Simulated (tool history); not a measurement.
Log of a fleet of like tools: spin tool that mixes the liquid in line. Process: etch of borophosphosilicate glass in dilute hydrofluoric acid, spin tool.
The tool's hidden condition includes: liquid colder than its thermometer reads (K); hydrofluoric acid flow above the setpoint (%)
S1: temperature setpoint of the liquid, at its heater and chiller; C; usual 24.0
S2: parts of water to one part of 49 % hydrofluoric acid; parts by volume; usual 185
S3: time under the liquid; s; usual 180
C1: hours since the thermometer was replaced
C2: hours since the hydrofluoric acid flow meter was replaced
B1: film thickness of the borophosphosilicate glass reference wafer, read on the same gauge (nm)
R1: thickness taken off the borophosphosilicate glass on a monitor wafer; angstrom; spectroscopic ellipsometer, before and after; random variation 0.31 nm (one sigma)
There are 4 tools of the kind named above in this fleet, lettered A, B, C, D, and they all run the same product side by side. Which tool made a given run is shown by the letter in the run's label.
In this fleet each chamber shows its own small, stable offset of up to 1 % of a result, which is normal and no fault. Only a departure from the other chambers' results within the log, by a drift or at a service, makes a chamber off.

run,day,S1,S2,S3,C1,C2,B1,R1
1C,0.142,24.0,185,180,2036.2,1729.3,60.009,340.94
2B,0.304,24.0,185,180,488.2,1823.9,59.996,342.75
3A,0.396,24.0,185,180,1912.8,649.1,60.009,343.43
4D,0.579,24.0,185,180,1789.3,224.4,59.986,340.44
5B,0.683,24.0,185,180,497.3,1833.0,60.027,339.82
6D,0.817,24.0,185,180,1795.0,230.1,60.018,332.23
7A,0.933,24.0,185,180,1925.7,662.0,60.017,335.67
8C,1.100,24.0,185,180,2059.2,1752.3,59.990,338.63
9C,1.283,24.0,185,180,2063.6,1756.7,59.992,341.04
10B,1.388,24.0,185,180,514.2,1849.9,59.985,333.67
11A,1.508,24.0,185,180,1939.5,675.8,60.029,335.15
12D,1.688,24.0,185,180,1815.9,251.0,60.046,338.49
13A,1.862,24.0,185,180,1948.0,684.3,60.007,335.45
14B,2.021,24.0,185,180,529.4,1865.1,60.008,339.29
15C,2.142,24.0,185,180,2084.2,1777.3,60.013,339.76
16D,2.292,24.0,185,180,1830.4,265.5,60.019,334.79
17D,2.412,24.0,185,180,1833.3,268.4,60.011,334.41
18B,2.533,27.5,185,225,541.7,1877.4,59.997,480.96
19A,2.671,27.5,185,225,1967.4,703.7,60.003,480.14
20C,2.758,27.5,185,225,2099.0,1792.1,59.984,482.76
21C,2.904,27.5,185,225,2102.5,1795.6,60.011,485.02
22B,2.983,20.5,265,180,552.5,1888.2,59.992,191.55
23A,3.125,20.5,265,180,1978.3,714.6,60.023,192.49
24D,3.254,20.5,265,180,1853.5,288.6,59.996,190.41
25A,3.379,20.5,265,180,1984.4,720.7,59.983,191.86
26C,3.521,24.0,185,180,2117.3,1810.4,60.023,337.14
27D,3.671,24.0,185,180,1863.5,298.6,60.023,336.22

Does one chamber stand apart from the rest, does the shared gauge drift, or is all well apart from small per-chamber offsets? Give the chamber and the most likely cause, where there is one.

The fleet is healthy, with each chamber sitting at its usual small offset and no drift in the gauge.

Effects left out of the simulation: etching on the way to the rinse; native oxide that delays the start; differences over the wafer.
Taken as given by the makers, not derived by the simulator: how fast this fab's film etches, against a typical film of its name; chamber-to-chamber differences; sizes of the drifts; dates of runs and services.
